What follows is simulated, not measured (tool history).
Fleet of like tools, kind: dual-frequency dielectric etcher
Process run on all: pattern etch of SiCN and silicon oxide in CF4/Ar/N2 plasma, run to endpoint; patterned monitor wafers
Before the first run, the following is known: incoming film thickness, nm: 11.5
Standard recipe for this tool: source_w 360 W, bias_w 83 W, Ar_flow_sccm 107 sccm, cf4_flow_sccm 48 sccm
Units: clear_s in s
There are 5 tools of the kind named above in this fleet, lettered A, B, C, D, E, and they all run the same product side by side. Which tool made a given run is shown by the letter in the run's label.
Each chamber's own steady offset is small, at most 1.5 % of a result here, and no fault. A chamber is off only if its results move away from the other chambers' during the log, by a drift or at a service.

{"run": "1D", "hour": 5.9, "source_w": 360, "bias_w": 83, "Ar_flow_sccm": 107, "cf4_flow_sccm": 48, "clear_s": 16.592}
{"hour": 7.8, "done": "chamber C: wet clean of the chamber"}
{"run": "2A", "hour": 9.6, "source_w": 360, "bias_w": 83, "Ar_flow_sccm": 107, "cf4_flow_sccm": 48, "clear_s": 16.621}
{"run": "3C", "hour": 17.7, "source_w": 360, "bias_w": 83, "Ar_flow_sccm": 107, "cf4_flow_sccm": 48, "clear_s": 16.662}
{"run": "4B", "hour": 22.5, "source_w": 360, "bias_w": 83, "Ar_flow_sccm": 107, "cf4_flow_sccm": 48, "clear_s": 16.358}
{"run": "5E", "hour": 28.5, "source_w": 360, "bias_w": 83, "Ar_flow_sccm": 107, "cf4_flow_sccm": 48, "clear_s": 16.338}
{"run": "6A", "hour": 35.4, "source_w": 360, "bias_w": 83, "Ar_flow_sccm": 107, "cf4_flow_sccm": 48, "clear_s": 16.602}
{"run": "7E", "hour": 42.6, "source_w": 360, "bias_w": 83, "Ar_flow_sccm": 107, "cf4_flow_sccm": 54, "clear_s": 16.232}
{"run": "8C", "hour": 47.6, "source_w": 360, "bias_w": 83, "Ar_flow_sccm": 107, "cf4_flow_sccm": 54, "clear_s": 16.311}
{"run": "9D", "hour": 53.6, "source_w": 360, "bias_w": 83, "Ar_flow_sccm": 107, "cf4_flow_sccm": 54, "clear_s": 16.076}
{"run": "10B", "hour": 58.3, "source_w": 360, "bias_w": 83, "Ar_flow_sccm": 107, "cf4_flow_sccm": 54, "clear_s": 16.004}
{"run": "11E", "hour": 65.1, "source_w": 360, "bias_w": 83, "Ar_flow_sccm": 107, "cf4_flow_sccm": 54, "clear_s": 16.197}
{"run": "12A", "hour": 70.6, "source_w": 360, "bias_w": 83, "Ar_flow_sccm": 107, "cf4_flow_sccm": 48, "clear_s": 16.576}
{"run": "13C", "hour": 77.1, "source_w": 360, "bias_w": 83, "Ar_flow_sccm": 107, "cf4_flow_sccm": 48, "clear_s": 16.483}
{"run": "14D", "hour": 83.3, "source_w": 360, "bias_w": 83, "Ar_flow_sccm": 107, "cf4_flow_sccm": 48, "clear_s": 16.335}
{"run": "15B", "hour": 89.2, "source_w": 360, "bias_w": 83, "Ar_flow_sccm": 107, "cf4_flow_sccm": 48, "clear_s": 16.268}
{"run": "16D", "hour": 92.9, "source_w": 360, "bias_w": 83, "Ar_flow_sccm": 107, "cf4_flow_sccm": 48, "clear_s": 16.378}
{"run": "17A", "hour": 98.6, "source_w": 360, "bias_w": 83, "Ar_flow_sccm": 107, "cf4_flow_sccm": 48, "clear_s": 16.637}
{"run": "18C", "hour": 105.0, "source_w": 360, "bias_w": 83, "Ar_flow_sccm": 107, "cf4_flow_sccm": 48, "clear_s": 16.494}
{"run": "19B", "hour": 111.4, "source_w": 360, "bias_w": 83, "Ar_flow_sccm": 107, "cf4_flow_sccm": 48, "clear_s": 16.39}
{"run": "20E", "hour": 118.0, "source_w": 360, "bias_w": 83, "Ar_flow_sccm": 107, "cf4_flow_sccm": 48, "clear_s": 16.287}
{"run": "21E", "hour": 125.8, "source_w": 280, "bias_w": 83, "Ar_flow_sccm": 107, "cf4_flow_sccm": 43, "clear_s": 20.746}
{"run": "22A", "hour": 129.3, "source_w": 280, "bias_w": 83, "Ar_flow_sccm": 107, "cf4_flow_sccm": 43, "clear_s": 20.989}
{"run": "23C", "hour": 135.4, "source_w": 280, "bias_w": 83, "Ar_flow_sccm": 107, "cf4_flow_sccm": 43, "clear_s": 20.706}
{"run": "24B", "hour": 139.1, "source_w": 280, "bias_w": 83, "Ar_flow_sccm": 107, "cf4_flow_sccm": 43, "clear_s": 20.663}
{"run": "25D", "hour": 143.5, "source_w": 280, "bias_w": 83, "Ar_flow_sccm": 107, "cf4_flow_sccm": 43, "clear_s": 20.544}
{"run": "26E", "hour": 147.8, "source_w": 310, "bias_w": 83, "Ar_flow_sccm": 107, "cf4_flow_sccm": 48, "clear_s": 18.792}
{"run": "27C", "hour": 152.4, "source_w": 310, "bias_w": 83, "Ar_flow_sccm": 107, "cf4_flow_sccm": 48, "clear_s": 18.784}
{"run": "28D", "hour": 159.7, "source_w": 310, "bias_w": 83, "Ar_flow_sccm": 107, "cf4_flow_sccm": 48, "clear_s": 18.346}
{"hour": 159.9, "done": "chamber C: source power generator calibrated"}
{"run": "29B", "hour": 163.9, "source_w": 310, "bias_w": 83, "Ar_flow_sccm": 107, "cf4_flow_sccm": 48, "clear_s": 18.611}
{"run": "30A", "hour": 169.8, "source_w": 310, "bias_w": 83, "Ar_flow_sccm": 107, "cf4_flow_sccm": 48, "clear_s": 18.974}
{"run": "31C", "hour": 173.6, "source_w": 360, "bias_w": 83, "Ar_flow_sccm": 107, "cf4_flow_sccm": 48, "clear_s": 16.665}
{"run": "32D", "hour": 181.0, "source_w": 360, "bias_w": 83, "Ar_flow_sccm": 107, "cf4_flow_sccm": 48, "clear_s": 16.17}
{"run": "33A", "hour": 187.1, "source_w": 310, "bias_w": 64, "Ar_flow_sccm": 107, "cf4_flow_sccm": 48, "clear_s": 20.761}
{"run": "34E", "hour": 193.2, "source_w": 310, "bias_w": 64, "Ar_flow_sccm": 107, "cf4_flow_sccm": 48, "clear_s": 20.588}
{"run": "35B", "hour": 199.2, "source_w": 310, "bias_w": 64, "Ar_flow_sccm": 107, "cf4_flow_sccm": 48, "clear_s": 20.569}
{"run": "36E", "hour": 203.4, "source_w": 310, "bias_w": 64, "Ar_flow_sccm": 107, "cf4_flow_sccm": 48, "clear_s": 20.537}
{"run": "37A", "hour": 208.0, "source_w": 310, "bias_w": 64, "Ar_flow_sccm": 107, "cf4_flow_sccm": 48, "clear_s": 20.695}
{"run": "38B", "hour": 214.9, "source_w": 360, "bias_w": 83, "Ar_flow_sccm": 107, "cf4_flow_sccm": 48, "clear_s": 16.269}
{"run": "39C", "hour": 222.0, "source_w": 360, "bias_w": 83, "Ar_flow_sccm": 107, "cf4_flow_sccm": 48, "clear_s": 16.73}
{"run": "40D", "hour": 225.9, "source_w": 360, "bias_w": 83, "Ar_flow_sccm": 107, "cf4_flow_sccm": 48, "clear_s": 15.739}
{"run": "41D", "hour": 232.4, "source_w": 360, "bias_w": 83, "Ar_flow_sccm": 107, "cf4_flow_sccm": 48, "clear_s": 15.822}
{"run": "42C", "hour": 236.7, "source_w": 360, "bias_w": 83, "Ar_flow_sccm": 84, "cf4_flow_sccm": 48, "clear_s": 15.92}
{"run": "43B", "hour": 242.0, "source_w": 360, "bias_w": 83, "Ar_flow_sccm": 84, "cf4_flow_sccm": 48, "clear_s": 15.74}
{"run": "44E", "hour": 246.3, "source_w": 360, "bias_w": 83, "Ar_flow_sccm": 84, "cf4_flow_sccm": 48, "clear_s": 15.923}

All chambers now run identical settings, listed one chamber a line with results as question marks. What results will each chamber show?
{"run": "45A", "hour": 252.2, "source_w": 360, "bias_w": 83, "Ar_flow_sccm": 121, "cf4_flow_sccm": 48, "clear_s": "?"}
{"run": "45B", "hour": 252.2, "source_w": 360, "bias_w": 83, "Ar_flow_sccm": 121, "cf4_flow_sccm": 48, "clear_s": "?"}
{"run": "45C", "hour": 252.2, "source_w": 360, "bias_w": 83, "Ar_flow_sccm": 121, "cf4_flow_sccm": 48, "clear_s": "?"}
{"run": "45D", "hour": 252.2, "source_w": 360, "bias_w": 83, "Ar_flow_sccm": 121, "cf4_flow_sccm": 48, "clear_s": "?"}
{"run": "45E", "hour": 252.2, "source_w": 360, "bias_w": 83, "Ar_flow_sccm": 121, "cf4_flow_sccm": 48, "clear_s": "?"}

run=45A clear_s=16.909
run=45B clear_s=16.594
run=45C clear_s=16.902
run=45D clear_s=16.013
run=45E clear_s=16.744
